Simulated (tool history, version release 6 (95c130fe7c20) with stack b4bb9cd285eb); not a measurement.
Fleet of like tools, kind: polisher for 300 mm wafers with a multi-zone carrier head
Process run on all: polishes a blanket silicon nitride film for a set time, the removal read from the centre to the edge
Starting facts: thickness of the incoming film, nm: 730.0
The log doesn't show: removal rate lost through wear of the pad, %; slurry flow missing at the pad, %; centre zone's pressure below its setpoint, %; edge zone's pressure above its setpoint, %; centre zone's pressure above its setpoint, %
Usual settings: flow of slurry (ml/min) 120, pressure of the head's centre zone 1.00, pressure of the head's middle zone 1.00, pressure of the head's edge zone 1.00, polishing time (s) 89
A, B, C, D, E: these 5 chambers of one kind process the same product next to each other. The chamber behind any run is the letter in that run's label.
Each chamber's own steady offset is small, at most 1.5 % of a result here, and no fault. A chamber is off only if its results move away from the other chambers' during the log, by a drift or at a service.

run   hour  flow of slurry (ml/min)  pressure of the head's centre zone  pressure of the head's middle zone  pressure of the head's edge zone  polishing time (s)  wafers polished on this pad  hours since the slurry nozzle was cleaned  hours since the centre zone pressure was calibrated  hours since the edge zone pressure was calibrated  film removed at the wafer's centre (Å)  film removed at mid-radius (Å)  film removed at the wafer's edge (Å)
       0.2  -- chamber C: worn pad replaced by a new one
 1E    5.4                      120                                1.00                                1.00                              1.00                  89                          849                                      613.5                                                885.0                                              244.6                                 1090.70                         1120.30                               1103.90
       7.8  -- chamber E: slurry nozzle cleaned
       8.7  -- chamber B: centre zone pressure recalibrated
 2D    9.9                      120                                1.00                                1.00                              1.00                  89                          435                                      108.0                                               1004.2                                              232.5                                 1079.50                         1073.40                               1093.50
 3C   14.4                      120                                1.00                                1.00                              1.00                  89                          132                                      451.3                                                199.8                                              233.9                                 1099.40                         1108.10                               1096.70
 4B   20.0                      120                                1.00                                1.00                              1.00                  89                          261                                       73.5                                                 11.3                                              869.3                                 1100.50                         1100.50                               1096.00
 5A   25.4                      120                                1.00                                1.00                              1.00                  89                          508                                      515.4                                                643.9                                              465.0                                 1135.70                         1091.90                               1124.20
 6D   29.0                      120                                0.95                                1.00                              1.00                  79                          614                                      127.1                                               1023.3                                              251.6                                  926.99                          961.31                                988.06
      30.0  -- chamber B: edge zone pressure recalibrated
 7C   35.7                      120                                0.95                                1.00                              1.00                  79                          332                                      472.6                                                221.1                                              255.2                                  924.85                          982.66                                998.65
 8E   38.7                      120                                0.95                                1.00                              1.00                  79                         1160                                       31.0                                                918.3                                              277.9                                  919.42                          951.30                                993.86
 9A   42.9                      120                                0.95                                1.00                              1.00                  79                          672                                      532.9                                                661.4                                              482.5                                  927.99                          983.78                                998.37
10B   49.3                      120                                0.95                                1.00                              1.00                  79                          535                                      102.8                                                 40.6                                               19.4                                  915.68                          972.21                                963.12
      54.5  -- chamber A: worn pad replaced by a new one
      55.2  -- chamber C: edge zone pressure recalibrated
11B   55.6                      120                                1.00                                1.00                              1.00                  89                          594                                      109.1                                                 46.9                                               25.7                                 1086.90                         1114.70                               1093.70
12E   59.3                      120                                1.00                                1.00                              1.00                  89                         1353                                       51.6                                                938.9                                              298.5                                 1099.40                         1117.60                               1078.80
13A   62.7                      120                                1.00                                1.00                              1.00                  89                           76                                      552.7                                                681.2                                              502.3                                 1091.80                         1088.30                               1104.60
14D   68.8                      120                                1.00                                1.05                              0.94                  89                          986                                      166.9                                               1063.1                                              291.4                                 1089.90                         1143.70                               1069.70
15C   72.3                      120                                1.00                                1.05                              0.94                  89                          674                                      509.2                                                257.7                                               17.1                                 1096.30                         1162.10                               1049.00
16C   75.7                      120                                1.00                                1.05                              0.94                  89                          706                                      512.6                                                261.1                                               20.5                                 1098.00                         1150.20                               1082.30
      77.7  -- chamber E: worn pad replaced by a new one
17B   79.9                      120                                1.00                                1.05                              0.94                  89                          822                                      133.4                                                 71.2                                               50.0                                 1072.00                         1166.30                               1055.90
18E   86.2                      120                                1.00                                1.05                              0.94                  89                           79                                       78.5                                                965.8                                              325.4                                 1121.80                         1179.10                               1053.60
      88.5  -- chamber D: worn pad replaced by a new one
19D   92.1                      120                                1.00                                1.00                              1.00                  89                           33                                      190.2                                               1086.4                                              314.7                                 1087.00                         1080.70                               1072.70
20A   97.0                      120                                1.00                                1.00                              1.00                  89                          397                                      587.0                                                715.5                                              536.6                                 1086.50                         1088.40                               1115.50
21E  101.9                      120                                1.00                                1.00                              1.00                  89                          226                                       94.2                                                981.5                                              341.1                                 1076.00                         1117.60                               1059.40
22C  107.9                      120                                1.00                                1.00                              1.00                  89                         1007                                      544.8                                                293.3                                               52.7                                 1087.20                         1104.20                               1090.50
23D  112.7                      120                                1.00                                1.00                              1.00                  89                          226                                      210.8                                               1107.0                                              335.3                                 1082.40                         1103.70                               1093.20
24A  116.5                      120                                1.00                                1.00                              1.00                  89                          580                                      606.5                                                735.0                                              556.1                                 1071.00                         1094.00                               1102.90
25B  119.6                      120                                1.00                                1.00                              1.00                  89                         1193                                      173.1                                                110.9                                               89.7                                 1090.30                         1082.90                               1073.00
     121.0  -- chamber C: worn pad replaced by a new one
26E  125.0                      120                                1.00                                1.00                              1.00                  89                          442                                      117.3                                               1004.6                                              364.2                                 1078.10                         1116.70                               1095.40
27A  129.4                      120                                1.00                                1.00                              1.00                  89                          700                                      619.4                                                747.9                                              569.0                                 1072.10                         1061.60                               1088.60
28C  134.2                      120                                1.00                                1.00                              1.00                  89                          123                                      571.1                                                319.6                                               79.0                                 1088.70                         1111.20                               1085.40
29D  140.1                      120                                1.00                                1.00                              1.00                  89                          482                                      238.2                                               1134.4                                              362.7                                 1088.40                         1107.20                               1110.20
     140.4  -- chamber B: worn pad replaced by a new one
30B  144.4                      120                                1.00                                1.00                              1.00                  89                           37                                      197.9                                                135.7                                              114.5                                 1080.00                         1113.90                               1088.10
31E  147.4                      120                                1.00                                1.00                              1.00                  68                          652                                      139.7                                               1027.0                                              386.6                                  825.27                          848.58                                840.42
32D  150.9                      120                                1.00                                1.00                              1.00                  68                          583                                      249.0                                               1145.2                                              373.5                                  826.29                          831.91                                856.10
33C  156.3                      120                                1.00                                1.00                              1.00                  68                          330                                      593.2                                                341.7                                              101.1                                  833.93                          853.83                                855.08
     157.6  -- chamber A: worn pad replaced by a new one
34A  160.0                      120                                1.00                                1.00                              1.00                  68                           22                                      650.0                                                778.5                                              599.6                                  815.41                          825.93                                843.30
35B  165.3                      120                                1.00                                1.00                              1.00                  68                          233                                      218.8                                                156.6                                              135.4                                  831.68                          864.02                                830.77
36C  171.6                      120                                1.00                                1.00                              1.00                  89                          473                                      608.5                                                357.0                                              116.4                                 1096.60                         1122.10                               1090.90
37E  177.2                      120                                1.00                                1.00                              1.00                  89                          931                                      169.5                                               1056.8                                              416.4                                 1128.50                         1091.60                               1070.90
38A  183.8                      120                                1.00                                1.00                              1.00                  89                          245                                      673.8                                                802.3                                              623.4                                 1060.50                         1027.90                               1098.10
     184.9  -- chamber C: slurry nozzle cleaned
39D  189.4                      120                                1.00                                1.00                              1.00                  89                          944                                      287.5                                               1183.7                                              412.0                                 1066.50                         1090.60                               1091.30
     190.1  -- chamber D: centre zone pressure recalibrated
40B  192.6                      120                                1.00                                1.00                              1.00                  89                          488                                      246.1                                                183.9                                              162.7                                 1064.00                         1118.50                               1060.20
     196.2  -- chamber D: worn pad replaced by a new one
41B  197.3                      120                                1.00                                1.00                              1.00                  89                          532                                      250.8                                                188.6                                              167.4                                 1077.80                         1104.90                               1096.90
42A  200.4                      120                                1.00                                1.00                              1.00                  89                          400                                      690.4                                                818.9                                              640.0                                 1016.80                         1025.40                               1087.30
43D  203.9                      120                                1.00                                1.00                              1.00                  89                           72                                      302.0                                                 13.9                                              426.5                                 1080.80                         1103.20                               1097.40
44C  209.3                      120                                1.00                                1.00                              1.00                  89                          826                                       24.4                                                394.7                                              154.1                                 1097.40                         1113.50                               1107.10

Decide between three cases: one chamber stands off from its peers, the gauge reading all wafers drifts, or nothing is wrong past each chamber's small offset. Where a chamber is off, say which and what most likely put it there.

One chamber, A, drifts off from the rest bit by bit.
Most likely cause: slurry flow missing at the pad, % = 19.

Chamber A could run next with any of the 4 candidate recipes listed below; each alters the usual settings, and their results appear as question marks. Which one brings its results back in line with what the other chambers deliver on the usual settings?
To be in line, a result may differ from the other chambers' mean on the usual settings by at most: film removed at the wafer's centre (Å) 45.00; film removed at mid-radius (Å) 50.00; film removed at the wafer's edge (Å) 45.00
45A-1  214.1                      115                                0.98                                0.97                              1.02                  87                                                                                                                                                                                                                       ?                               ?                                     ?
45A-2  214.1                      110                                0.96                                0.93                              1.05                  84                                                                                                                                                                                                                       ?                               ?                                     ?
45A-3  214.1                      125                                1.02                                1.03                              0.98                  91                                                                                                                                                                                                                       ?                               ?                                     ?
45A-4  214.1                      130                                1.04                                1.07                              0.95                  94                                                                                                                                                                                                                       ?                               ?                                     ?

Mean of the other chambers on the usual settings: film removed at the wafer's centre (Å) 1093.50; film removed at mid-radius (Å) 1102.00; film removed at the wafer's edge (Å) 1092.20
  run  film removed at the wafer's centre (Å)  film removed at mid-radius (Å)  film removed at the wafer's edge (Å)
45A-1                                  977.56                          971.45                               1057.40
45A-2                                  907.59                          889.66                               1027.90
45A-3                                 1099.70                         1101.00                               1100.10
45A-4                                 1175.40                         1191.20                               1125.90
With 45A-3, the chamber falls back in line with the rest.
